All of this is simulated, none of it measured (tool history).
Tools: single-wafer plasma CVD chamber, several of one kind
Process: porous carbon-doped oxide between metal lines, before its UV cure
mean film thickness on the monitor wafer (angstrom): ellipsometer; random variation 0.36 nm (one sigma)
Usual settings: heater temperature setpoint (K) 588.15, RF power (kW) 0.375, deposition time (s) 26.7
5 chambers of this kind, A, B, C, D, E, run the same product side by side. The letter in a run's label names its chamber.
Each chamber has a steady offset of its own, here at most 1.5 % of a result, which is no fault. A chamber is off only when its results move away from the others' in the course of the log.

run	hour	heater temperature setpoint (K)	RF power (kW)	deposition time (s)	read-back reference wafer on the same gauge, thickness_nm	mean film thickness on the monitor wafer (angstrom)
1A	7.9	588.15	0.375	26.7	106.95	1070.3
2E	16.9	588.15	0.375	26.7	106.96	1083.8
3B	25.5	588.15	0.375	26.7	106.94	1079.2
4C	36.2	588.15	0.375	26.7	107.03	1088.2
5D	43.8	588.15	0.375	26.7	106.97	1074.7
6D	54.8	588.15	0.375	26.7	106.97	1078.9
# hour 64.7: chamber E: RF generator calibrated
7C	67.7	588.15	0.375	26.7	106.91	1094.9
8B	82.1	588.15	0.375	26.7	106.98	1074.6
9E	98.6	588.15	0.375	26.7	107.08	1079
# hour 101.4: chamber E: thermocouple changed; heater temperature recalibrated
10A	108.9	588.15	0.375	26.7	106.99	1072.2
11A	122.2	588.15	0.375	26.7	107.11	1071.5
# hour 126.5: chamber D: thermocouple changed; heater temperature recalibrated
12C	132.5	588.15	0.375	26.7	107.01	1087.3
13E	143.9	588.15	0.375	26.7	107.03	1089.9
14D	159.7	588.15	0.375	26.7	106.98	1072.4
15B	168.2	588.15	0.375	26.7	106.99	1064.3
16E	178.6	588.15	0.375	26.7	106.95	1083
# hour 183.1: chamber C: thermocouple changed; heater temperature recalibrated
17C	192.6	588.15	0.375	26.7	107.07	1084.5
18B	202	588.15	0.375	26.7	107.03	1072.4
19A	212.8	588.15	0.375	26.7	106.99	1063.5
20D	224.4	588.15	0.375	26.7	106.95	1073.6
21B	233.2	588.15	0.375	26.7	107.02	1065.7
22C	240.4	588.15	0.375	26.7	107.08	1088.2
23E	247.8	588.15	0.375	26.7	106.94	1083.3
24D	259.5	588.15	0.375	26.7	107	1070.8
25A	268.4	588.15	0.375	26.7	106.92	1047.3
26D	283.5	588.15	0.375	26.7	106.98	1076.3
27A	299.7	588.15	0.375	26.7	107.07	1043.2
28B	314.2	588.15	0.375	26.7	106.95	1079.7
29C	327.1	588.15	0.375	26.7	107.05	1092.5
30E	337.1	588.15	0.375	26.7	107.01	1085.8
31B	351.3	588.15	0.375	26.7	106.94	1069.9
32D	366.4	588.15	0.375	26.7	107.09	1074.2
33C	378.2	602.15	0.415	26.7	106.94	1097
34A	390.4	602.15	0.415	26.7	106.98	1042
35E	401.4	602.15	0.415	26.7	106.93	1084.2
36E	416.4	602.15	0.415	26.7	106.91	1096.4
37C	430.7	602.15	0.415	26.7	106.99	1102.6
38B	439.3	588.15	0.375	26.7	106.98	1075.1
39A	449.4	588.15	0.43	26.7	107.08	1139.2

All 5 chambers run these settings next. Forecast each chamber's results:
40A	461.3	597.15	0.375	26.7		?
40B	461.3	597.15	0.375	26.7		?
40C	461.3	597.15	0.375	26.7		?
40D	461.3	597.15	0.375	26.7		?
40E	461.3	597.15	0.375	26.7		?

run	mean film thickness on the monitor wafer (angstrom)
40A	973.64
40B	1020.4
40C	1042.6
40D	1018.4
40E	1028.2
